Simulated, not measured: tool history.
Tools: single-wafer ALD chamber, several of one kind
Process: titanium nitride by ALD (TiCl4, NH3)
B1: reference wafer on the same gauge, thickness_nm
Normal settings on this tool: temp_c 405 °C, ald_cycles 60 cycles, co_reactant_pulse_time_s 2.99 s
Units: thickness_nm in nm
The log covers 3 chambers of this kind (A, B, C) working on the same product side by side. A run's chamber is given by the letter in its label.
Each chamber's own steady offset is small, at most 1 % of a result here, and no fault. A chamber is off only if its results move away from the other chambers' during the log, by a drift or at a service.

run 1B hour=4.8 | temp_c=405 ald_cycles=60 co_reactant_pulse_time_s=2.99 | B1=1.2497 | thickness_nm=1.3419
run 2A hour=11.5 | temp_c=405 ald_cycles=60 co_reactant_pulse_time_s=2.99 | B1=1.2490 | thickness_nm=1.3669
run 3C hour=19.9 | temp_c=405 ald_cycles=60 co_reactant_pulse_time_s=2.99 | B1=1.2503 | thickness_nm=1.3406
run 4A hour=25.5 | temp_c=405 ald_cycles=60 co_reactant_pulse_time_s=2.99 | B1=1.2505 | thickness_nm=1.3603
run 5C hour=34.9 | temp_c=405 ald_cycles=60 co_reactant_pulse_time_s=2.99 | B1=1.2501 | thickness_nm=1.3464
run 6B hour=43.0 | temp_c=405 ald_cycles=60 co_reactant_pulse_time_s=2.99 | B1=1.2505 | thickness_nm=1.3486
run 7C hour=52.7 | temp_c=405 ald_cycles=60 co_reactant_pulse_time_s=2.99 | B1=1.2496 | thickness_nm=1.3473
run 8A hour=62.0 | temp_c=392 ald_cycles=60 co_reactant_pulse_time_s=2.10 | B1=1.2496 | thickness_nm=1.3313
run 9B hour=66.6 | temp_c=392 ald_cycles=60 co_reactant_pulse_time_s=2.10 | B1=1.2503 | thickness_nm=1.3146
run 10A hour=72.9 | temp_c=392 ald_cycles=60 co_reactant_pulse_time_s=2.10 | B1=1.2499 | thickness_nm=1.3291
run 11C hour=78.7 | temp_c=405 ald_cycles=60 co_reactant_pulse_time_s=2.99 | B1=1.2492 | thickness_nm=1.3309
run 12B hour=84.4 | temp_c=411 ald_cycles=60 co_reactant_pulse_time_s=2.99 | B1=1.2511 | thickness_nm=1.3465
run 13A hour=91.4 | temp_c=411 ald_cycles=60 co_reactant_pulse_time_s=2.99 | B1=1.2487 | thickness_nm=1.3577
run 14B hour=101.0 | temp_c=411 ald_cycles=60 co_reactant_pulse_time_s=2.99 | B1=1.2498 | thickness_nm=1.3451
run 15C hour=108.0 | temp_c=405 ald_cycles=60 co_reactant_pulse_time_s=2.99 | B1=1.2491 | thickness_nm=1.3400
run 16A hour=114.8 | temp_c=405 ald_cycles=60 co_reactant_pulse_time_s=2.99 | B1=1.2482 | thickness_nm=1.3524
run 17C hour=120.2 | temp_c=405 ald_cycles=60 co_reactant_pulse_time_s=2.99 | B1=1.2502 | thickness_nm=1.3362
run 18B hour=128.8 | temp_c=405 ald_cycles=60 co_reactant_pulse_time_s=2.99 | B1=1.2491 | thickness_nm=1.3365
run 19B hour=134.3 | temp_c=419 ald_cycles=60 co_reactant_pulse_time_s=2.51 | B1=1.2500 | thickness_nm=1.3405
run 20C hour=139.7 | temp_c=419 ald_cycles=60 co_reactant_pulse_time_s=2.51 | B1=1.2501 | thickness_nm=1.3363
run 21A hour=149.1 | temp_c=419 ald_cycles=60 co_reactant_pulse_time_s=2.51 | B1=1.2517 | thickness_nm=1.3558
run 22C hour=155.8 | temp_c=405 ald_cycles=60 co_reactant_pulse_time_s=2.99 | B1=1.2493 | thickness_nm=1.3406
run 23B hour=162.1 | temp_c=405 ald_cycles=65 co_reactant_pulse_time_s=2.99 | B1=1.2504 | thickness_nm=1.4510
run 24A hour=168.7 | temp_c=405 ald_cycles=65 co_reactant_pulse_time_s=2.99 | B1=1.2504 | thickness_nm=1.4694
run 25A hour=178.0 | temp_c=405 ald_cycles=65 co_reactant_pulse_time_s=2.99 | B1=1.2489 | thickness_nm=1.4736
run 26B hour=183.4 | temp_c=405 ald_cycles=60 co_reactant_pulse_time_s=2.99 | B1=1.2490 | thickness_nm=1.3446
run 27C hour=192.1 | temp_c=405 ald_cycles=60 co_reactant_pulse_time_s=2.99 | B1=1.2509 | thickness_nm=1.3470
run 28A hour=198.1 | temp_c=405 ald_cycles=65 co_reactant_pulse_time_s=2.26 | B1=1.2489 | thickness_nm=1.4510
run 29B hour=206.5 | temp_c=405 ald_cycles=65 co_reactant_pulse_time_s=2.26 | B1=1.2506 | thickness_nm=1.4373
run 30C hour=212.6 | temp_c=405 ald_cycles=65 co_reactant_pulse_time_s=2.26 | B1=1.2496 | thickness_nm=1.4420
run 31A hour=217.1 | temp_c=405 ald_cycles=60 co_reactant_pulse_time_s=2.99 | B1=1.2512 | thickness_nm=1.3551
run 32B hour=222.1 | temp_c=405 ald_cycles=60 co_reactant_pulse_time_s=2.99 | B1=1.2503 | thickness_nm=1.3554
run 33C hour=231.9 | temp_c=405 ald_cycles=60 co_reactant_pulse_time_s=2.99 | B1=1.2503 | thickness_nm=1.3436
run 34C hour=238.2 | temp_c=405 ald_cycles=60 co_reactant_pulse_time_s=2.99 | B1=1.2486 | thickness_nm=1.3412
run 35A hour=246.8 | temp_c=405 ald_cycles=60 co_reactant_pulse_time_s=2.99 | B1=1.2485 | thickness_nm=1.3461
run 36B hour=255.1 | temp_c=405 ald_cycles=60 co_reactant_pulse_time_s=2.99 | B1=1.2493 | thickness_nm=1.3576
run 37C hour=262.5 | temp_c=405 ald_cycles=60 co_reactant_pulse_time_s=2.99 | B1=1.2498 | thickness_nm=1.3436
run 38B hour=269.0 | temp_c=405 ald_cycles=56 co_reactant_pulse_time_s=2.99 | B1=1.2514 | thickness_nm=1.2547
run 39A hour=275.2 | temp_c=405 ald_cycles=56 co_reactant_pulse_time_s=2.99 | B1=1.2501 | thickness_nm=1.2649
run 40C hour=281.7 | temp_c=405 ald_cycles=56 co_reactant_pulse_time_s=2.99 | B1=1.2504 | thickness_nm=1.2539
run 41A hour=286.0 | temp_c=405 ald_cycles=60 co_reactant_pulse_time_s=2.99 | B1=1.2504 | thickness_nm=1.3516
run 42B hour=291.3 | temp_c=405 ald_cycles=60 co_reactant_pulse_time_s=2.99 | B1=1.2506 | thickness_nm=1.3438
run 43C hour=297.4 | temp_c=405 ald_cycles=60 co_reactant_pulse_time_s=2.99 | B1=1.2493 | thickness_nm=1.3360

The same settings go to every chamber for the next run, one line per chamber below. Forecast the results for each:
run 44A hour=304.5 | temp_c=405 ald_cycles=70 co_reactant_pulse_time_s=2.99 | thickness_nm=?
run 44B hour=304.5 | temp_c=405 ald_cycles=70 co_reactant_pulse_time_s=2.99 | thickness_nm=?
run 44C hour=304.5 | temp_c=405 ald_cycles=70 co_reactant_pulse_time_s=2.99 | thickness_nm=?

run=44A thickness_nm=1.5758
run=44B thickness_nm=1.5669
run=44C thickness_nm=1.5637
